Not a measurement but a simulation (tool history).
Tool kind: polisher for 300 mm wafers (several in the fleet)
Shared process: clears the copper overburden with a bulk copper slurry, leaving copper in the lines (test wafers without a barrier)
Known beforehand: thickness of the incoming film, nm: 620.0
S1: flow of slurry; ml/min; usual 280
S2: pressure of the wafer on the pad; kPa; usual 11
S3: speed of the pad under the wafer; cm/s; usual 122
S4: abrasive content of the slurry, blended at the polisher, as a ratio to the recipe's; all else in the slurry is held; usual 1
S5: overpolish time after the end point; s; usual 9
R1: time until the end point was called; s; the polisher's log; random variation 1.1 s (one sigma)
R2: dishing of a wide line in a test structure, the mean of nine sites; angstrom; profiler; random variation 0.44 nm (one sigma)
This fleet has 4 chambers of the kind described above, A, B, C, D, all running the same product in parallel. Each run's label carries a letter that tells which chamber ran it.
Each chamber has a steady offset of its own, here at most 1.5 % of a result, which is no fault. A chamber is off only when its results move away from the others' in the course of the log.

run	day	S1	S2	S3	S4	S5	R1	R2
1D	0.662	280	11	122	1	9	97.598	197.85
2A	1.308	280	11	122	1	9	99.041	194.06
3C	1.846	280	11	122	1	9	99.265	202.26
# day 2.017: chamber C: worn pad replaced by a new one
4B	2.338	280	11	122	1	9	95.949	189.53
# day 2.546: chamber D: worn pad replaced by a new one
5C	2.779	280	11	122	1	9	100.12	197.85
# day 2.896: chamber A: worn pad replaced by a new one
6D	3.242	280	11	122	1	9	97.39	187.91
# day 3.346: chamber D: slurry nozzle cleaned
# day 3.479: chamber A: head pressure recalibrated
# day 3.488: chamber B: worn pad replaced by a new one
7B	3.75	280	11	122	1	9	94.928	202.43
8A	4.258	280	11	122	1	9	96.386	204.51
9D	4.733	280	9	148	1	9	100.58	192.19
10A	5.312	280	9	148	1	9	99.671	195.17
11B	5.971	280	9	148	1	9	98.804	181.63
# day 6.071: chamber B: head pressure recalibrated
12C	6.408	280	9	148	1	9	101.08	185.56
13C	6.879	365	11	154	1	9	76.203	203.13
# day 7.408: chamber C: worn pad replaced by a new one
14B	7.492	365	11	154	1	9	67.78	213.58
# day 7.617: chamber D: worn pad replaced by a new one
15A	8.042	365	11	154	1	9	75.554	208.67
# day 8.158: chamber B: worn pad replaced by a new one
# day 8.529: chamber A: worn pad replaced by a new one
16D	8.562	365	11	154	1	9	75.263	207.74
# day 8.579: chamber D: slurry blender recalibrated
17C	9.033	280	11	122	1	9	99.057	197.43
18B	9.471	280	11	122	1	9	86.65	197.7
19A	9.804	280	11	122	1	9	99.399	191.83
# day 10.171: chamber B: slurry blender recalibrated
20D	10.175	280	11	122	1	9	96.206	199.35
21C	10.7	280	11	122	1	9	98.066	192.73
22D	11.054	280	11	122	1	9	98.183	189.07
23B	11.521	280	11	122	1	9	87.683	205.19
24A	12.138	230	7.6	122	1	9	144.68	160.47
# day 12.583: chamber B: worn pad replaced by a new one
25B	12.708	230	7.6	122	1	9	132.67	166.32
# day 12.854: chamber A: slurry blender recalibrated
# day 13.012: chamber D: worn pad replaced by a new one
26A	13.012	230	7.6	122	1	9	146.04	163.38
# day 13.083: chamber D: slurry nozzle cleaned
# day 13.529: chamber C: worn pad replaced by a new one
27D	13.546	230	7.6	122	1	9	142.12	166.53
28C	14.188	280	11	122	1	9	99.655	191.37
29A	14.538	280	11	122	1	9	99.109	194.32
30B	14.908	280	11	122	1	9	87.054	198.28
# day 14.95: chamber A: worn pad replaced by a new one
31C	15.571	200	11	122	1	9	102.77	189.29
# day 16.071: chamber C: slurry blender recalibrated
32D	16.204	200	11	122	1	9	102.13	198
33A	16.525	200	11	122	1	9	102.76	193.77
34C	16.875	200	11	122	1	9	102.4	191.62
# day 16.896: chamber B: slurry nozzle cleaned
# day 17.192: chamber B: worn pad replaced by a new one
# day 17.212: chamber D: worn pad replaced by a new one
35D	17.3	280	11	122	1	9	97.967	196.38
# day 17.621: chamber D: slurry blender recalibrated
36B	17.704	280	11	122	1	9	87.728	196.75
37B	18.354	280	11	122	1	9	87.463	203.78
# day 18.467: chamber C: worn pad replaced by a new one
38C	18.833	280	11	122	1	9	100	190.51
39A	19.188	280	8.3	122	0.9	9	132.31	168.75
40D	19.612	280	8.3	122	0.9	9	130.83	170.33
41B	19.925	280	8.3	122	0.9	9	121.28	179.69

All 4 chambers run these settings next. Forecast each chamber's results:
42A	20.408	280	11	122	1	9	?	?
42B	20.408	280	11	122	1	9	?	?
42C	20.408	280	11	122	1	9	?	?
42D	20.408	280	11	122	1	9	?	?

run	R1	R2
42A	98.925	192.59
42B	88.054	199.65
42C	97.52	197.07
42D	95.482	194.38

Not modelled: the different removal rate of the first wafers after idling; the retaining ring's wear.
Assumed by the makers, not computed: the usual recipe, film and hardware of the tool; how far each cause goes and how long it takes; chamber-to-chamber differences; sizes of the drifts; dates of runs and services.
